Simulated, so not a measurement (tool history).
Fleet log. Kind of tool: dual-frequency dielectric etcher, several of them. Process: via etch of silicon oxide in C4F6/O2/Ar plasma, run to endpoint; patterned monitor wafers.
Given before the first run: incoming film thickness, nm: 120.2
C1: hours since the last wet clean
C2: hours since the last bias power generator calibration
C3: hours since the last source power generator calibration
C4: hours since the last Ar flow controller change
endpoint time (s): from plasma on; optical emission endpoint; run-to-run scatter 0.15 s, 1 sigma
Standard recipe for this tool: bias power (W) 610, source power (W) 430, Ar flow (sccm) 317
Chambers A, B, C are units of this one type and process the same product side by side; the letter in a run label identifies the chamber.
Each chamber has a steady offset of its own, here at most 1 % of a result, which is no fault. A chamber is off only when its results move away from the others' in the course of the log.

run 1B hour=8.2 | bias_power_(W)=610 source_power_(W)=430 Ar_flow_(sccm)=317 | C1=382.2 C2=736.0 C3=523.1 C4=2196.2 | endpoint_time_(s)=24.053
run 2C hour=16.8 | bias_power_(W)=610 source_power_(W)=430 Ar_flow_(sccm)=317 | C1=242.8 C2=2896.1 C3=989.4 C4=2324.6 | endpoint_time_(s)=24.035
run 3A hour=23.6 | bias_power_(W)=610 source_power_(W)=430 Ar_flow_(sccm)=317 | C1=390.9 C2=707.5 C3=1149.9 C4=1276.0 | endpoint_time_(s)=24.358
run 4B hour=36.6 | bias_power_(W)=610 source_power_(W)=430 Ar_flow_(sccm)=317 | C1=410.6 C2=764.4 C3=551.5 C4=2224.6 | endpoint_time_(s)=24.110
run 5C hour=49.6 | bias_power_(W)=610 source_power_(W)=430 Ar_flow_(sccm)=317 | C1=275.6 C2=2928.9 C3=1022.2 C4=2357.4 | endpoint_time_(s)=24.126
-- hour=63.5 chamber A: wet clean of the chamber
run 6A hour=63.7 | bias_power_(W)=749 source_power_(W)=430 Ar_flow_(sccm)=268 | C1=0.2 C2=747.6 C3=1190.0 C4=1316.1 | endpoint_time_(s)=21.910
-- hour=72.4 chamber C: bias power generator calibrated
run 7C hour=78.1 | bias_power_(W)=749 source_power_(W)=430 Ar_flow_(sccm)=268 | C1=304.1 C2=5.8 C3=1050.7 C4=2385.9 | endpoint_time_(s)=21.881
-- hour=91.6 chamber B: wet clean of the chamber
run 8A hour=92.4 | bias_power_(W)=749 source_power_(W)=430 Ar_flow_(sccm)=268 | C1=28.9 C2=776.3 C3=1218.7 C4=1344.8 | endpoint_time_(s)=21.990
run 9B hour=103.4 | bias_power_(W)=610 source_power_(W)=430 Ar_flow_(sccm)=317 | C1=11.8 C2=831.2 C3=618.3 C4=2291.4 | endpoint_time_(s)=24.195
run 10A hour=117.2 | bias_power_(W)=610 source_power_(W)=430 Ar_flow_(sccm)=317 | C1=53.7 C2=801.1 C3=1243.5 C4=1369.6 | endpoint_time_(s)=24.162
run 11B hour=126.8 | bias_power_(W)=610 source_power_(W)=430 Ar_flow_(sccm)=317 | C1=35.2 C2=854.6 C3=641.7 C4=2314.8 | endpoint_time_(s)=24.063
run 12C hour=137.4 | bias_power_(W)=610 source_power_(W)=430 Ar_flow_(sccm)=317 | C1=363.4 C2=65.1 C3=1110.0 C4=2445.2 | endpoint_time_(s)=24.087
run 13B hour=144.8 | bias_power_(W)=610 source_power_(W)=430 Ar_flow_(sccm)=317 | C1=53.2 C2=872.6 C3=659.7 C4=2332.8 | endpoint_time_(s)=24.117
run 14C hour=159.2 | bias_power_(W)=610 source_power_(W)=430 Ar_flow_(sccm)=317 | C1=385.2 C2=86.9 C3=1131.8 C4=2467.0 | endpoint_time_(s)=23.991
run 15A hour=168.9 | bias_power_(W)=610 source_power_(W)=430 Ar_flow_(sccm)=317 | C1=105.4 C2=852.8 C3=1295.2 C4=1421.3 | endpoint_time_(s)=24.121
run 16C hour=180.7 | bias_power_(W)=610 source_power_(W)=430 Ar_flow_(sccm)=317 | C1=406.7 C2=108.4 C3=1153.3 C4=2488.5 | endpoint_time_(s)=24.258
run 17B hour=189.8 | bias_power_(W)=610 source_power_(W)=430 Ar_flow_(sccm)=317 | C1=98.2 C2=917.6 C3=704.7 C4=2377.8 | endpoint_time_(s)=24.049
run 18A hour=203.6 | bias_power_(W)=610 source_power_(W)=430 Ar_flow_(sccm)=317 | C1=140.1 C2=887.5 C3=1329.9 C4=1456.0 | endpoint_time_(s)=24.215
run 19B hour=215.6 | bias_power_(W)=610 source_power_(W)=430 Ar_flow_(sccm)=317 | C1=124.0 C2=943.4 C3=730.5 C4=2403.6 | endpoint_time_(s)=23.913
run 20A hour=225.1 | bias_power_(W)=736 source_power_(W)=430 Ar_flow_(sccm)=246 | C1=161.6 C2=909.0 C3=1351.4 C4=1477.5 | endpoint_time_(s)=21.955
run 21C hour=231.8 | bias_power_(W)=736 source_power_(W)=430 Ar_flow_(sccm)=246 | C1=457.8 C2=159.5 C3=1204.4 C4=2539.6 | endpoint_time_(s)=21.579
run 22B hour=240.8 | bias_power_(W)=736 source_power_(W)=430 Ar_flow_(sccm)=246 | C1=149.2 C2=968.6 C3=755.7 C4=2428.8 | endpoint_time_(s)=21.864
run 23C hour=251.2 | bias_power_(W)=610 source_power_(W)=430 Ar_flow_(sccm)=317 | C1=477.2 C2=178.9 C3=1223.8 C4=2559.0 | endpoint_time_(s)=24.190
run 24A hour=258.8 | bias_power_(W)=610 source_power_(W)=430 Ar_flow_(sccm)=317 | C1=195.3 C2=942.7 C3=1385.1 C4=1511.2 | endpoint_time_(s)=23.851
run 25A hour=268.3 | bias_power_(W)=610 source_power_(W)=430 Ar_flow_(sccm)=362 | C1=204.8 C2=952.2 C3=1394.6 C4=1520.7 | endpoint_time_(s)=24.613

All chambers now run identical settings, listed one chamber a line with results as question marks. What results will each chamber show?
run 26A hour=278.7 | bias_power_(W)=610 source_power_(W)=330 Ar_flow_(sccm)=317 | endpoint_time_(s)=?
run 26B hour=278.7 | bias_power_(W)=610 source_power_(W)=330 Ar_flow_(sccm)=317 | endpoint_time_(s)=?
run 26C hour=278.7 | bias_power_(W)=610 source_power_(W)=330 Ar_flow_(sccm)=317 | endpoint_time_(s)=?

run=26A endpoint_time_(s)=26.973
run=26B endpoint_time_(s)=26.565
run=26C endpoint_time_(s)=26.524
